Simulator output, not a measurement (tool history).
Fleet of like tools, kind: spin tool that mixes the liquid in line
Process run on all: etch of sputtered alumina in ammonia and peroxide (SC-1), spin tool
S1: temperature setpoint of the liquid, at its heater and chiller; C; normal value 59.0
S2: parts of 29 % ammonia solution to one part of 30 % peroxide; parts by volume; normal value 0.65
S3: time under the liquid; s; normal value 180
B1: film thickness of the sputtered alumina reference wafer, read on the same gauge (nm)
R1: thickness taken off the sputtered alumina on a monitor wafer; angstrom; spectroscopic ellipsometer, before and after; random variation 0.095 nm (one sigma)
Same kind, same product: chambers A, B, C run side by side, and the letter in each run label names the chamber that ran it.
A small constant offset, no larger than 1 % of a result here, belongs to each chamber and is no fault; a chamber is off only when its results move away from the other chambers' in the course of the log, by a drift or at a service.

run	day	S1	S2	S3	B1	R1
1C	0.367	59.0	0.65	180	150.03	123.340
2A	0.808	59.0	0.65	180	149.98	121.380
3B	1.200	59.0	0.65	180	150.03	120.910
4A	1.792	59.0	0.65	180	150.01	120.790
5B	2.125	59.0	0.65	180	150.00	121.140
6C	2.700	67.0	0.65	180	149.99	185.410
7B	3.167	67.0	0.65	180	150.00	182.510
8C	3.812	67.0	0.65	180	149.98	183.910
9A	4.283	59.0	0.65	180	149.99	120.970
10B	4.588	67.5	0.65	180	150.00	186.480
11C	5.121	67.5	0.65	180	150.02	188.470
12A	5.617	67.5	0.65	180	149.98	186.310
13C	6.008	59.0	0.65	180	150.02	123.550
14B	6.583	59.0	0.65	180	150.00	121.940
# day 6.750: chamber A: new drum of ammonia solution connected
15A	7.162	59.0	0.65	180	150.00	122.040
16C	7.571	59.0	0.65	180	150.00	123.800
17A	7.917	59.0	0.65	180	150.01	119.480
18B	8.542	54.0	0.90	180	150.00	97.573
# day 8.858: chamber A: heated supply line repaired
19A	8.958	54.0	0.90	180	149.99	96.004
# day 9.038: chamber B: thermometer replaced
20B	9.300	54.0	0.90	180	150.00	96.594
21C	9.721	59.0	0.65	180	150.01	123.440
22A	10.025	59.0	0.65	180	150.01	120.970
23B	10.371	52.5	0.45	180	150.01	82.803
24C	10.721	52.5	0.45	180	150.01	82.982
# day 10.871: chamber C: new drum of ammonia solution connected
25C	11.304	52.5	0.45	180	150.02	84.500
26A	11.883	59.0	0.50	180	150.00	118.720
27B	12.292	59.0	0.50	180	150.01	117.910
28C	12.638	59.0	0.50	180	150.00	120.390
29A	13.138	53.5	0.65	180	150.01	90.863
30B	13.550	53.5	0.65	180	150.03	91.316
# day 13.758: chamber B: new drum of ammonia solution connected
31B	14.050	53.5	0.65	180	149.97	90.368
# day 14.088: chamber B: heated supply line repaired
32C	14.396	59.0	0.65	180	150.00	122.080
33A	14.700	49.5	0.65	220	149.99	89.375
34C	15.100	49.5	0.65	220	150.00	90.236
35B	15.642	49.5	0.65	220	150.01	89.866
36A	16.017	59.0	0.65	180	150.00	122.910
37A	16.338	59.0	0.65	180	149.98	121.640
38C	16.738	59.0	0.65	180	149.99	122.060
39B	17.329	59.0	0.65	180	149.98	119.950
# day 17.783: chamber A: new drum of ammonia solution connected
40C	17.783	59.0	0.65	180	150.00	123.820
41A	18.104	59.0	0.65	180	149.98	122.160
# day 18.408: chamber B: ammonia flow meter replaced
42B	18.679	59.0	0.85	90	150.01	62.565
43A	19.233	59.0	0.85	90	150.02	61.936

Each of the 3 chambers runs these same settings next. Fill in every chamber's results:
44A	19.700	59.0	0.65	180		?
44B	19.700	59.0	0.65	180		?
44C	19.700	59.0	0.65	180		?

run	R1
44A	121.020
44B	121.300
44C	122.430
